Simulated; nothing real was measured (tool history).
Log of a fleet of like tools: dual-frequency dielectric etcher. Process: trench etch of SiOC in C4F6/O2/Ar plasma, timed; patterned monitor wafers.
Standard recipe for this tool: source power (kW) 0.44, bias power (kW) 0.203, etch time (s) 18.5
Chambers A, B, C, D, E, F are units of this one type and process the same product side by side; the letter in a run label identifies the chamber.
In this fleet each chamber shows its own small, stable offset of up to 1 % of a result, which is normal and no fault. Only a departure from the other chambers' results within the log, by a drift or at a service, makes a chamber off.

run,hour,source power (kW),bias power (kW),etch time (s),"read-back reference wafer on the same gauge, depth_nm",mean etch depth across the wafer (Å)
1C,4.6,0.44,0.203,18.5,38.713,411.57
2D,11.5,0.44,0.203,18.5,38.701,416.62
3A,18.4,0.44,0.203,18.5,38.692,414.35
4F,24.7,0.44,0.203,18.5,38.702,417.27
5B,28.9,0.44,0.203,18.5,38.683,414.17
6E,35.7,0.44,0.203,18.5,38.698,410.98
# hour 38.3: chamber F: wet clean of the chamber
7C,40.4,0.44,0.203,18.5,38.7,410.16
8B,44.7,0.44,0.247,18.5,38.689,438.29
# hour 45.4: chamber B: wet clean of the chamber
9F,49.6,0.44,0.247,18.5,38.722,440.84
10E,54.6,0.44,0.247,18.5,38.692,436.37
11D,57.9,0.44,0.247,18.5,38.71,441.37
12A,64.4,0.44,0.247,18.5,38.675,439.48
13C,68,0.44,0.247,18.5,38.689,437.58
# hour 71.1: chamber D: wet clean of the chamber
14F,73.5,0.44,0.203,18.5,38.697,414.5
15E,77.1,0.44,0.203,18.5,38.692,411.48
16D,81.3,0.44,0.203,18.5,38.681,413.86
17A,85.5,0.48,0.203,18.5,38.689,427.7
18B,92.8,0.48,0.203,18.5,38.698,427.53
19D,97.8,0.48,0.203,18.5,38.713,426.83
# hour 99.7: chamber A: wet clean of the chamber
20B,104.8,0.48,0.203,18.5,38.673,423.05
21E,108.9,0.48,0.203,18.5,38.706,426.15
22C,116,0.48,0.203,18.5,38.705,421.83
23F,123.2,0.44,0.203,18.5,38.704,415.24
24A,128.1,0.44,0.203,18.5,38.707,427.81
25A,133.4,0.44,0.203,18.5,38.694,428
26C,138.2,0.37,0.166,18.5,38.706,360.95
27F,142.3,0.37,0.166,18.5,38.684,364.67
28D,147.9,0.37,0.166,18.5,38.71,362.79
29B,151.6,0.37,0.166,18.5,38.722,361.32
30E,156.5,0.37,0.166,18.5,38.696,360.54
31D,162.7,0.37,0.166,18.5,38.68,363.79
32E,169.4,0.44,0.203,18.5,38.702,412.01
33C,175.2,0.44,0.203,18.5,38.71,412.41
34B,179.6,0.44,0.203,18.5,38.661,411.71
35A,186.7,0.44,0.203,18.5,38.704,428.34
36F,191.4,0.44,0.203,18.5,38.72,413.87
37E,196.8,0.44,0.203,18.5,38.656,411.42

Next, all 6 chambers run the settings below, one line each with question marks for the results. What does each chamber give?
38A,202.2,0.44,0.18,18.5,,?
38B,202.2,0.44,0.18,18.5,,?
38C,202.2,0.44,0.18,18.5,,?
38D,202.2,0.44,0.18,18.5,,?
38E,202.2,0.44,0.18,18.5,,?
38F,202.2,0.44,0.18,18.5,,?

run,mean etch depth across the wafer (Å)
38A,411.61
38B,397.35
38C,396.86
38D,398.52
38E,395.06
38F,402.68
